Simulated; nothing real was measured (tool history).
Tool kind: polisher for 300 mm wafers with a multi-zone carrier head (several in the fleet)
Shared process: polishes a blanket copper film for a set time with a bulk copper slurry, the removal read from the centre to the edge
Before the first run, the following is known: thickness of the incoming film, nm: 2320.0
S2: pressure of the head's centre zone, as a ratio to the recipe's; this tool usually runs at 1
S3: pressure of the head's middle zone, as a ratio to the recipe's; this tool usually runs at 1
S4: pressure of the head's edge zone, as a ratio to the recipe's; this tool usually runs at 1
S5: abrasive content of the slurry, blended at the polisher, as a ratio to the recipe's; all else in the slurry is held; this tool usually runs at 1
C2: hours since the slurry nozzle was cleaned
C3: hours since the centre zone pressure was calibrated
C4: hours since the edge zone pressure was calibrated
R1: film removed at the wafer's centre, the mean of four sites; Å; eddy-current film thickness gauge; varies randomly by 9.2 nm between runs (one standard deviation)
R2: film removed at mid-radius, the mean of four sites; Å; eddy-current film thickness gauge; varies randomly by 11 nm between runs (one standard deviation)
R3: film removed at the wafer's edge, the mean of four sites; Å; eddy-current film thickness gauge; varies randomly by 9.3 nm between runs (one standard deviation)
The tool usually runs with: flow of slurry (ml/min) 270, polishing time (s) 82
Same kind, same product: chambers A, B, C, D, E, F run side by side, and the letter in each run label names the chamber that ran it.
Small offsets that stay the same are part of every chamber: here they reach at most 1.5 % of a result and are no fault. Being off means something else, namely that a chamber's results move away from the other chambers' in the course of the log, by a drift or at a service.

run 1F hour=11 | flow_of_slurry_(ml/min)=270 S2=1 S3=1 S4=1 S5=1 polishing_time_(s)=82 | wafers_polished_on_this_pad=541 C2=54.7 C3=138.7 C4=412 | R1=7271.1 R2=7400.2 R3=7181.2
-- hour=16.3 chamber A: edge zone pressure recalibrated
run 2A hour=17.8 | flow_of_slurry_(ml/min)=270 S2=1 S3=1 S4=1 S5=1 polishing_time_(s)=82 | wafers_polished_on_this_pad=836 C2=456.4 C3=94.2 C4=1.5 | R1=7209.3 R2=7122.4 R3=7043.8
-- hour=22 chamber A: worn pad replaced by a new one
run 3D hour=30.9 | flow_of_slurry_(ml/min)=270 S2=1 S3=1 S4=1 S5=1 polishing_time_(s)=82 | wafers_polished_on_this_pad=1074 C2=95.1 C3=1110.6 C4=814.6 | R1=7128.5 R2=7155 R3=7323.2
-- hour=31.1 chamber D: edge zone pressure recalibrated
-- hour=35 chamber E: slurry nozzle cleaned
-- hour=35.5 chamber D: worn pad replaced by a new one
-- hour=41.9 chamber C: worn pad replaced by a new one
-- hour=44.7 chamber D: centre zone pressure recalibrated
-- hour=45.5 chamber F: worn pad replaced by a new one
run 4C hour=45.6 | flow_of_slurry_(ml/min)=270 S2=1 S3=1 S4=1 S5=1 polishing_time_(s)=82 | wafers_polished_on_this_pad=43 C2=141.8 C3=272 C4=577.4 | R1=7225.4 R2=7207.4 R3=7212
-- hour=51.3 chamber A: slurry nozzle cleaned
run 5B hour=56.4 | flow_of_slurry_(ml/min)=270 S2=1 S3=1 S4=1 S5=1 polishing_time_(s)=82 | wafers_polished_on_this_pad=1010 C2=86.7 C3=436.7 C4=438.9 | R1=7411.9 R2=7107.8 R3=7233.1
run 6E hour=66.1 | flow_of_slurry_(ml/min)=270 S2=1 S3=1 S4=1 S5=1 polishing_time_(s)=82 | wafers_polished_on_this_pad=1033 C2=31.1 C3=280.9 C4=202.2 | R1=7285.2 R2=7226.9 R3=7208
run 7A hour=75.2 | flow_of_slurry_(ml/min)=270 S2=1 S3=1 S4=1 S5=1 polishing_time_(s)=82 | wafers_polished_on_this_pad=626 C2=23.9 C3=151.6 C4=58.9 | R1=7395.9 R2=7284.1 R3=7029.6
run 8E hour=86.9 | flow_of_slurry_(ml/min)=270 S2=1 S3=1 S4=1 S5=1 polishing_time_(s)=82 | wafers_polished_on_this_pad=1278 C2=51.9 C3=301.7 C4=223 | R1=7034.6 R2=7301.6 R3=7260.8
run 9B hour=98.7 | flow_of_slurry_(ml/min)=270 S2=1 S3=1 S4=1 S5=1 polishing_time_(s)=82 | wafers_polished_on_this_pad=1508 C2=129 C3=479 C4=481.2 | R1=7282.5 R2=7118.4 R3=7064.7
-- hour=105.2 chamber B: worn pad replaced by a new one
run 10F hour=110.5 | flow_of_slurry_(ml/min)=270 S2=1 S3=1 S4=1 S5=1 polishing_time_(s)=82 | wafers_polished_on_this_pad=765 C2=154.2 C3=238.2 C4=511.5 | R1=7117.5 R2=7112.8 R3=7380.2
-- hour=120.3 chamber A: worn pad replaced by a new one
run 11D hour=121.7 | flow_of_slurry_(ml/min)=270 S2=1 S3=1 S4=1 S5=1 polishing_time_(s)=82 | wafers_polished_on_this_pad=1014 C2=185.9 C3=77.1 C4=90.6 | R1=7135 R2=7356.2 R3=7329.9
run 12C hour=133.6 | flow_of_slurry_(ml/min)=270 S2=1 S3=1 S4=1 S5=1 polishing_time_(s)=82 | wafers_polished_on_this_pad=1079 C2=229.8 C3=360 C4=665.4 | R1=7194.2 R2=7250.2 R3=7237.7
-- hour=135.4 chamber F: worn pad replaced by a new one
-- hour=139.9 chamber C: worn pad replaced by a new one
-- hour=146.4 chamber D: worn pad replaced by a new one
run 13E hour=148.9 | flow_of_slurry_(ml/min)=270 S2=1 S3=1 S4=1 S5=1 polishing_time_(s)=82 | wafers_polished_on_this_pad=2008 C2=113.9 C3=363.7 C4=285 | R1=7125.8 R2=7054.1 R3=7062.9
-- hour=149.2 chamber B: edge zone pressure recalibrated
-- hour=158.5 chamber E: centre zone pressure recalibrated
run 14D hour=162 | flow_of_slurry_(ml/min)=270 S2=1 S3=1 S4=1 S5=1 polishing_time_(s)=82 | wafers_polished_on_this_pad=183 C2=226.2 C3=117.4 C4=130.9 | R1=7262 R2=7009.1 R3=7234.3
run 15C hour=174.5 | flow_of_slurry_(ml/min)=270 S2=1 S3=1 S4=1 S5=1 polishing_time_(s)=82 | wafers_polished_on_this_pad=407 C2=270.7 C3=400.9 C4=706.3 | R1=7049.4 R2=7248.6 R3=7259.3
-- hour=178.4 chamber C: centre zone pressure recalibrated
run 16B hour=190.1 | flow_of_slurry_(ml/min)=270 S2=1 S3=1 S4=1 S5=1 polishing_time_(s)=82 | wafers_polished_on_this_pad=1000 C2=220.4 C3=570.4 C4=41 | R1=7184.8 R2=7043.9 R3=7124.8
run 17A hour=200.1 | flow_of_slurry_(ml/min)=270 S2=1 S3=1.05 S4=1 S5=1 polishing_time_(s)=82 | wafers_polished_on_this_pad=939 C2=148.8 C3=276.5 C4=183.8 | R1=7138.3 R2=7420.6 R3=7139.1
run 18F hour=209.9 | flow_of_slurry_(ml/min)=270 S2=1 S3=1.05 S4=1 S5=1 polishing_time_(s)=82 | wafers_polished_on_this_pad=877 C2=253.6 C3=337.6 C4=610.9 | R1=7189 R2=7708.9 R3=7061.4
-- hour=212.5 chamber A: worn pad replaced by a new one
-- hour=213.8 chamber F: worn pad replaced by a new one
run 19D hour=224.2 | flow_of_slurry_(ml/min)=270 S2=1 S3=1.05 S4=1 S5=1 polishing_time_(s)=82 | wafers_polished_on_this_pad=915 C2=288.4 C3=179.6 C4=193.1 | R1=7196.6 R2=7548 R3=7127.6
-- hour=227.8 chamber C: worn pad replaced by a new one
-- hour=232.9 chamber B: worn pad replaced by a new one
run 20B hour=236.3 | flow_of_slurry_(ml/min)=270 S2=1 S3=1.05 S4=1 S5=1 polishing_time_(s)=82 | wafers_polished_on_this_pad=40 C2=266.6 C3=616.6 C4=87.2 | R1=7178 R2=7455.3 R3=7209.4
-- hour=237.4 chamber D: worn pad replaced by a new one
run 21C hour=247.7 | flow_of_slurry_(ml/min)=270 S2=1 S3=1.05 S4=1 S5=1 polishing_time_(s)=82 | wafers_polished_on_this_pad=234 C2=343.9 C3=69.3 C4=779.5 | R1=7146.2 R2=7235.2 R3=7262.2
-- hour=255 chamber E: slurry nozzle cleaned
run 22A hour=259.7 | flow_of_slurry_(ml/min)=270 S2=1 S3=1.05 S4=1 S5=1 polishing_time_(s)=82 | wafers_polished_on_this_pad=556 C2=208.4 C3=336.1 C4=243.4 | R1=7093.8 R2=7324.2 R3=6905.5
-- hour=264.9 chamber A: centre zone pressure recalibrated
run 23E hour=273 | flow_of_slurry_(ml/min)=350 S2=1 S3=1 S4=1 S5=1 polishing_time_(s)=82 | wafers_polished_on_this_pad=3468 C2=18 C3=114.6 C4=409.1 | R1=7086.1 R2=7020.5 R3=7043.7
run 24F hour=281.6 | flow_of_slurry_(ml/min)=350 S2=1 S3=1 S4=1 S5=1 polishing_time_(s)=82 | wafers_polished_on_this_pad=798 C2=325.3 C3=409.3 C4=682.6 | R1=7318.8 R2=7439.2 R3=7211.7
run 25E hour=291.3 | flow_of_slurry_(ml/min)=350 S2=1 S3=1 S4=1 S5=1 polishing_time_(s)=82 | wafers_polished_on_this_pad=3684 C2=36.3 C3=132.9 C4=427.4 | R1=6844.7 R2=6852.6 R3=6720.2
-- hour=294.8 chamber A: worn pad replaced by a new one
run 26B hour=303 | flow_of_slurry_(ml/min)=350 S2=1 S3=1 S4=1 S5=1 polishing_time_(s)=82 | wafers_polished_on_this_pad=825 C2=333.3 C3=683.3 C4=153.9 | R1=7393.2 R2=7445.7 R3=7304.4
-- hour=304.7 chamber F: edge zone pressure recalibrated
-- hour=306.5 chamber C: worn pad replaced by a new one
-- hour=313.1 chamber F: worn pad replaced by a new one
run 27C hour=316 | flow_of_slurry_(ml/min)=350 S2=1 S3=1 S4=1 S5=1 polishing_time_(s)=82 | wafers_polished_on_this_pad=112 C2=412.2 C3=137.6 C4=847.8 | R1=7265.8 R2=7322.6 R3=7203.5
-- hour=328.1 chamber C: edge zone pressure recalibrated
run 28A hour=330.6 | flow_of_slurry_(ml/min)=350 S2=1 S3=1 S4=1 S5=1 polishing_time_(s)=82 | wafers_polished_on_this_pad=422 C2=279.3 C3=65.8 C4=314.3 | R1=7591.6 R2=7377.5 R3=7309.3
run 29D hour=341.8 | flow_of_slurry_(ml/min)=270 S2=1 S3=1 S4=1 S5=1 polishing_time_(s)=82 | wafers_polished_on_this_pad=1229 C2=406 C3=297.2 C4=310.7 | R1=7300.8 R2=7174.5 R3=7221.1
-- hour=344.9 chamber D: worn pad replaced by a new one
run 30F hour=350.8 | flow_of_slurry_(ml/min)=270 S2=1 S3=1 S4=1 S5=1 polishing_time_(s)=82 | wafers_polished_on_this_pad=444 C2=394.5 C3=478.5 C4=46.2 | R1=7255.4 R2=7252.9 R3=7231.7
-- hour=358.8 chamber B: worn pad replaced by a new one
run 31F hour=359.8 | flow_of_slurry_(ml/min)=270 S2=1 S3=1 S4=1 S5=1 polishing_time_(s)=82 | wafers_polished_on_this_pad=550 C2=403.5 C3=487.5 C4=55.2 | R1=7133.3 R2=7493.4 R3=7197.7
run 32E hour=367.8 | flow_of_slurry_(ml/min)=270 S2=1 S3=1 S4=1 S5=1 polishing_time_(s)=82 | wafers_polished_on_this_pad=4584 C2=112.8 C3=209.4 C4=503.9 | R1=6585.7 R2=6635.8 R3=6532.2
-- hour=378.2 chamber A: worn pad replaced by a new one
run 33A hour=379.3 | flow_of_slurry_(ml/min)=240 S2=1 S3=1 S4=1 S5=1.1 polishing_time_(s)=82 | wafers_polished_on_this_pad=13 C2=328 C3=114.5 C4=363 | R1=7350.2 R2=7286.6 R3=7253.8
-- hour=390.6 chamber C: worn pad replaced by a new one
run 34B hour=394.5 | flow_of_slurry_(ml/min)=240 S2=1 S3=1 S4=1 S5=1.1 polishing_time_(s)=82 | wafers_polished_on_this_pad=420 C2=424.8 C3=774.8 C4=245.4 | R1=7394.7 R2=7234.8 R3=7305.8
run 35C hour=403.2 | flow_of_slurry_(ml/min)=240 S2=1 S3=1 S4=1 S5=1.1 polishing_time_(s)=82 | wafers_polished_on_this_pad=149 C2=499.4 C3=224.8 C4=75.2 | R1=7135.5 R2=7191.2 R3=7345.7
-- hour=407.8 chamber F: worn pad replaced by a new one
run 36D hour=411 | flow_of_slurry_(ml/min)=240 S2=1 S3=1 S4=1 S5=1.1 polishing_time_(s)=82 | wafers_polished_on_this_pad=778 C2=475.2 C3=366.4 C4=379.9 | R1=7327.3 R2=7317.5 R3=7431.5
run 37D hour=418.1 | flow_of_slurry_(ml/min)=240 S2=1 S3=1 S4=1 S5=1.1 polishing_time_(s)=82 | wafers_polished_on_this_pad=862 C2=482.3 C3=373.5 C4=387 | R1=7328.8 R2=7335.5 R3=7446.1
run 38F hour=428.3 | flow_of_slurry_(ml/min)=240 S2=1 S3=1 S4=1 S5=1.1 polishing_time_(s)=82 | wafers_polished_on_this_pad=241 C2=472 C3=556 C4=123.7 | R1=7242.1 R2=7118.8 R3=7288
run 39C hour=435.1 | flow_of_slurry_(ml/min)=270 S2=1 S3=1 S4=1 S5=1 polishing_time_(s)=82 | wafers_polished_on_this_pad=524 C2=531.3 C3=256.7 C4=107.1 | R1=7117.7 R2=7304.5 R3=7172.7

Is one chamber off against the others, does the gauge drift, or is nothing wrong? If a chamber is off, say which, and what the likeliest cause is.

One chamber, E, drifts off from the rest bit by bit.
Cause: removal rate lost through wear of the pad, % = 11.3.

Here are 4 candidates for chamber E's next run, each the usual settings with a change, their results left as question marks. Which one brings its results back in line with what the others give on the usual settings?
In line means no further than this from the other chambers' mean on the usual settings: R1 320 Å; R2 380 Å; R3 320 Å
run 40E-1 hour=446.2 | flow_of_slurry_(ml/min)=265 S2=0.98 S3=1 S4=1 S5=0.95 polishing_time_(s)=65 | R1=? R2=? R3=?
run 40E-2 hour=446.2 | flow_of_slurry_(ml/min)=275 S2=1.01 S3=1 S4=1 S5=1 polishing_time_(s)=91 | R1=? R2=? R3=?
run 40E-3 hour=446.2 | flow_of_slurry_(ml/min)=280 S2=1.02 S3=1 S4=1 S5=1.05 polishing_time_(s)=104 | R1=? R2=? R3=?
run 40E-4 hour=446.2 | flow_of_slurry_(ml/min)=265 S2=0.99 S3=1 S4=1 S5=1 polishing_time_(s)=73 | R1=? R2=? R3=?

Mean of the other chambers on the usual settings: R1 7196.5 Å; R2 7207.4 Å; R3 7188.1 Å
run=40E-1 R1=4848 R2=4983 R3=5009
run=40E-2 R1=7122.9 R2=7078.1 R3=7109.4
run=40E-3 R1=8331.2 R2=8187.5 R3=8220.5
run=40E-4 R1=5565.2 R2=5656.3 R3=5686.1
40E-2 brings the chamber back in line.

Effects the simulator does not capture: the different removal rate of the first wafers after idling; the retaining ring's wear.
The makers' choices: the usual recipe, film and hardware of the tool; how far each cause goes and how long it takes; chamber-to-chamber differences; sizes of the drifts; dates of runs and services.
